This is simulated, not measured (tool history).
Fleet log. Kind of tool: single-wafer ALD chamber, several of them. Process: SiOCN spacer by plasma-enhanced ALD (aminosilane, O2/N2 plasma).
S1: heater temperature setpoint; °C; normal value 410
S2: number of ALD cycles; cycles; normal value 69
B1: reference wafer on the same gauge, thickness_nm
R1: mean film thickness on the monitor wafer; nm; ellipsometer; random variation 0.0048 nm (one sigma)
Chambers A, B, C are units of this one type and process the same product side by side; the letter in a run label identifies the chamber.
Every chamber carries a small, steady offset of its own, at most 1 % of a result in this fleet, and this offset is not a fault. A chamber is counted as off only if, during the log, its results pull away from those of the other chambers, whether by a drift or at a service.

run	hour	S1	S2	B1	R1
1B	6.7	410	69	3.8883	4.0452
2C	10.9	410	69	3.8886	3.9995
3A	18.4	410	69	3.8874	4.0550
4A	22.3	410	69	3.8875	4.0618
5B	30.4	410	69	3.8862	4.0460
6C	35.8	410	69	3.8854	4.0072
7B	41.3	410	69	3.8842	4.0372
8A	47.9	410	69	3.8832	4.0507
9C	53.2	410	69	3.8832	3.9934
10A	61.5	410	69	3.8823	4.0495
11B	65.9	410	69	3.8817	4.0336
12C	71.6	410	69	3.8801	3.9982
13C	78.9	410	69	3.8785	3.9997
14B	83.1	410	69	3.8777	4.0354
15A	91.7	410	69	3.8779	4.0511
16A	99.9	410	69	3.8774	4.0432
17C	105.2	410	69	3.8760	3.9955
18B	111.4	402	61	3.8748	3.6585
19C	117.1	402	61	3.8756	3.6103
20A	121.4	402	61	3.8726	3.6660
21B	129.9	410	69	3.8713	4.0261
22A	135.6	410	69	3.8728	4.0406

What goes on in this fleet: one chamber off, a drifting gauge, or nothing beyond the chambers' own small offsets? Name the chamber and the cause, if any.

The shared gauge is drifting. All chambers look as if they move in step, but none is off.
What lies behind it: gauge reads low (%) = 0.495.
